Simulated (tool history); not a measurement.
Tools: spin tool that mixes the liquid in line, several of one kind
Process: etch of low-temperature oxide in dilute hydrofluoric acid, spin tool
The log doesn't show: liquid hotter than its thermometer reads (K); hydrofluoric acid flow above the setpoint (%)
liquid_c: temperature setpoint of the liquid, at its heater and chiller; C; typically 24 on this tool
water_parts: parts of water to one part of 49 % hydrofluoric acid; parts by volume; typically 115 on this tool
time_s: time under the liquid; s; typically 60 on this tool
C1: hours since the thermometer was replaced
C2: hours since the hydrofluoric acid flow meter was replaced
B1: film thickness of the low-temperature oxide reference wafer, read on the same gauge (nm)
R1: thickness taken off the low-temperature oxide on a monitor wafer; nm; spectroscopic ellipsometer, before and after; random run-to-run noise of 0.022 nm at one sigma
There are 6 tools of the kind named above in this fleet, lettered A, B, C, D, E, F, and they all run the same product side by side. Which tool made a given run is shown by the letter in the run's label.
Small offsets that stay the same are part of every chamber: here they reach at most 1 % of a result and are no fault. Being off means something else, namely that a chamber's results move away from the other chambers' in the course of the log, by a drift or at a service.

Run 1F, hour 3.3: usual settings; C1 1421.3; C2 1385.5; B1 80.02. Result: R1 5.4313 nm.
Run 2B, hour 6.5: usual settings; C1 1942.5; C2 899.3; B1 79.98. Result: R1 5.4042 nm.
Run 3A, hour 9.5: usual settings; C1 704.6; C2 1388.2; B1 79.982. Result: R1 5.4389 nm.
Run 4D, hour 12.5: usual settings; C1 1270; C2 342.7; B1 80.013. Result: R1 5.4155 nm.
Run 5E, hour 15: usual settings; C1 1607.4; C2 536.3; B1 80.021. Result: R1 5.4101 nm.
Run 6C, hour 18: usual settings; C1 485.9; C2 173.9; B1 80.008. Result: R1 5.4538 nm.
Run 7F, hour 23.1: usual settings; C1 1441.1; C2 1405.3; B1 80.002. Result: R1 5.4682 nm.
Run 8E, hour 27.3: usual settings; C1 1619.7; C2 548.6; B1 79.972. Result: R1 5.426 nm.
Run 9D, hour 30.1: usual settings; C1 1287.6; C2 360.3; B1 80.005. Result: R1 5.4264 nm.
Run 10A, hour 32.7: usual settings but water_parts 145 parts by volume, time_s 30 s; C1 727.8; C2 1411.4; B1 79.97. Result: R1 2.0827 nm.
Run 11B, hour 35.7: usual settings but water_parts 145 parts by volume, time_s 30 s; C1 1971.7; C2 928.5; B1 80.02. Result: R1 2.0907 nm.
Run 12C, hour 38.4: usual settings but water_parts 145 parts by volume, time_s 30 s; C1 506.3; C2 194.3; B1 80.01. Result: R1 2.0807 nm.
Run 13D, hour 41.1: usual settings but water_parts 145 parts by volume, time_s 30 s; C1 1298.6; C2 371.3; B1 79.982. Result: R1 2.0729 nm.
Run 14E, hour 45.5: usual settings but water_parts 145 parts by volume, time_s 30 s; C1 1637.9; C2 566.8; B1 79.995. Result: R1 2.0971 nm.
Run 15F, hour 48.6: usual settings but water_parts 145 parts by volume, time_s 30 s; C1 1466.6; C2 1430.8; B1 79.98. Result: R1 2.077 nm.
Run 16A, hour 51.1: usual settings; C1 746.2; C2 1429.8; B1 80.004. Result: R1 5.4653 nm.
Run 17C, hour 54.3: usual settings; C1 522.2; C2 210.2; B1 80.056. Result: R1 5.4252 nm.
Run 18B, hour 58.6: usual settings; C1 1994.6; C2 951.4; B1 79.993. Result: R1 5.431 nm.
Run 19A, hour 63.6: usual settings but time_s 80 s; C1 758.7; C2 1442.3; B1 79.983. Result: R1 7.2716 nm.
Run 20B, hour 67.1: usual settings but time_s 80 s; C1 2003.1; C2 959.9; B1 80.039. Result: R1 7.2843 nm.
Run 21F, hour 70.9: usual settings but time_s 80 s; C1 1488.9; C2 1453.1; B1 79.947. Result: R1 7.2589 nm.
Run 22C, hour 73.4: usual settings but time_s 80 s; C1 541.3; C2 229.3; B1 80.002. Result: R1 7.2411 nm.
At hour 74: chamber A: thermometer replaced.
Run 23E, hour 78.5: usual settings but time_s 80 s; C1 1670.9; C2 599.8; B1 80.016. Result: R1 7.245 nm.
Run 24D, hour 81.8: usual settings but time_s 80 s; C1 1339.3; C2 412; B1 79.962. Result: R1 7.1822 nm.
Run 25D, hour 86.9: usual settings; C1 1344.4; C2 417.1; B1 80.011. Result: R1 5.4043 nm.
Run 26E, hour 90.2: usual settings; C1 1682.6; C2 611.5; B1 80.013. Result: R1 5.4236 nm.
At hour 93.1: chamber F: hydrofluoric acid flow meter replaced.
Run 27C, hour 93.8: usual settings; C1 561.7; C2 249.7; B1 80.008. Result: R1 5.4701 nm.
At hour 95.1: chamber F: thermometer replaced.
Run 28A, hour 98.4: usual settings but liquid_c 26 C, water_parts 80 parts by volume; C1 24.5; C2 1477.1; B1 79.98. Result: R1 8.8912 nm.
Run 29F, hour 101.4: usual settings but liquid_c 26 C, water_parts 80 parts by volume; C1 6.3; C2 8.4; B1 79.98. Result: R1 8.8211 nm.
Run 30B, hour 104.3: usual settings but liquid_c 26 C, water_parts 80 parts by volume; C1 2040.3; C2 997.1; B1 80.024. Result: R1 8.8779 nm.
Run 31F, hour 107.9: usual settings but liquid_c 26 C, water_parts 80 parts by volume; C1 12.8; C2 14.9; B1 80. Result: R1 8.8088 nm.
Run 32E, hour 113.1: usual settings but liquid_c 26 C, water_parts 80 parts by volume; C1 1705.5; C2 634.4; B1 80.027. Result: R1 8.8094 nm.
Run 33C, hour 117.4: usual settings but liquid_c 26 C, water_parts 80 parts by volume; C1 585.3; C2 273.3; B1 80.002. Result: R1 8.8765 nm.
Run 34D, hour 122.2: usual settings; C1 1379.7; C2 452.4; B1 79.967. Result: R1 5.4329 nm.
Run 35A, hour 124.6: usual settings; C1 50.7; C2 1503.3; B1 80.003. Result: R1 5.4531 nm.
Run 36B, hour 129.5: usual settings; C1 2065.5; C2 1022.3; B1 80.024. Result: R1 5.4189 nm.
Run 37C, hour 132.6: usual settings; C1 600.5; C2 288.5; B1 79.939. Result: R1 5.4596 nm.
Run 38E, hour 136.8: usual settings; C1 1729.2; C2 658.1; B1 80.032. Result: R1 5.4174 nm.

Is one chamber out of step, is the gauge drifting, or do the chambers differ by no more than their own small offsets? For an off chamber, give its letter and the likeliest cause.

Nothing is wrong: each chamber keeps only its own small, steady offset and the gauge holds still.
